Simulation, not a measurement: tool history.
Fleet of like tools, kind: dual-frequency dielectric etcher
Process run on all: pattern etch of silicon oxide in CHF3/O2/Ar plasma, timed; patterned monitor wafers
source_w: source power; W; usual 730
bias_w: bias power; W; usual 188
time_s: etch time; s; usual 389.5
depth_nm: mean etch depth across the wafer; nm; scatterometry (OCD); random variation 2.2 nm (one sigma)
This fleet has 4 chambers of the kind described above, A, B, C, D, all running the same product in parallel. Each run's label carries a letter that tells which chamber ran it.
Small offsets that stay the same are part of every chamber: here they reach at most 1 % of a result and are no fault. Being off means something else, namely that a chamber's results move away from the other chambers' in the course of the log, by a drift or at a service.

| run | hour | source_w | bias_w | time_s | read-back reference wafer on the same gauge, depth_nm | depth_nm |
|---|---|---|---|---|---|---|
| 1C | 5 | 730 | 188 | 389.5 | 852.05 | 843.32 |
| 2B | 7.9 | 730 | 188 | 389.5 | 852.29 | 838.95 |
| 3D | 12.3 | 730 | 188 | 389.5 | 851.73 | 831.82 |
| 4A | 16.2 | 730 | 188 | 389.5 | 851.98 | 835.36 |
|  | 19.3 | chamber D: wet clean of the chamber |
| 5D | 20.4 | 730 | 188 | 389.5 | 852.02 | 835.65 |
| 6B | 22.8 | 730 | 188 | 389.5 | 852.16 | 838.24 |
| 7A | 25.7 | 730 | 188 | 389.5 | 852.16 | 838.91 |
| 8C | 30.7 | 730 | 188 | 389.5 | 851.43 | 844.23 |
| 9D | 33.6 | 730 | 188 | 389.5 | 852.43 | 835.15 |
| 10B | 39 | 730 | 188 | 389.5 | 852.26 | 841.2 |
| 11C | 41.6 | 730 | 188 | 389.5 | 852.34 | 844.26 |
| 12A | 45.7 | 730 | 188 | 389.5 | 851.79 | 835.37 |
| 13C | 50.2 | 730 | 188 | 389.5 | 851.81 | 843.63 |
| 14B | 52.9 | 730 | 188 | 389.5 | 851.98 | 842.26 |
| 15D | 58.3 | 730 | 188 | 389.5 | 851.5 | 831.68 |
| 16A | 62.3 | 730 | 188 | 389.5 | 851.74 | 840.77 |
|  | 63 | chamber B: wet clean of the chamber |
| 17D | 64.9 | 730 | 188 | 389.5 | 852.59 | 836.03 |
| 18C | 69.1 | 730 | 188 | 389.5 | 852.1 | 843.49 |
| 19B | 72.6 | 820 | 173 | 389.5 | 852.15 | 854.65 |
| 20A | 75.7 | 820 | 173 | 389.5 | 852.64 | 851.39 |
| 21D | 78.3 | 820 | 173 | 389.5 | 852.18 | 851.86 |
| 22B | 83.5 | 820 | 173 | 389.5 | 851.44 | 854.65 |
| 23C | 87.3 | 730 | 188 | 389.5 | 851.7 | 842.52 |
| 24A | 90.9 | 730 | 188 | 389.5 | 851.87 | 840.38 |
| 25C | 96.3 | 730 | 188 | 389.5 | 851.5 | 843.38 |
|  | 100.3 | chamber A: source power generator calibrated |
| 26B | 101.4 | 730 | 188 | 389.5 | 852.53 | 839.68 |
| 27A | 106.7 | 730 | 188 | 389.5 | 851.26 | 838.37 |
| 28D | 110.7 | 730 | 188 | 389.5 | 851.72 | 838.25 |

For the next run the whole fleet of 4 chambers uses the same settings. Give each chamber's results:
| 29A | 114.7 | 730 | 188 | 389.5 |  | ? |
| 29B | 114.7 | 730 | 188 | 389.5 |  | ? |
| 29C | 114.7 | 730 | 188 | 389.5 |  | ? |
| 29D | 114.7 | 730 | 188 | 389.5 |  | ? |

| run | depth_nm |
|---|---|
| 29A | 841.53 |
| 29B | 845.7 |
| 29C | 846.96 |
| 29D | 832.87 |

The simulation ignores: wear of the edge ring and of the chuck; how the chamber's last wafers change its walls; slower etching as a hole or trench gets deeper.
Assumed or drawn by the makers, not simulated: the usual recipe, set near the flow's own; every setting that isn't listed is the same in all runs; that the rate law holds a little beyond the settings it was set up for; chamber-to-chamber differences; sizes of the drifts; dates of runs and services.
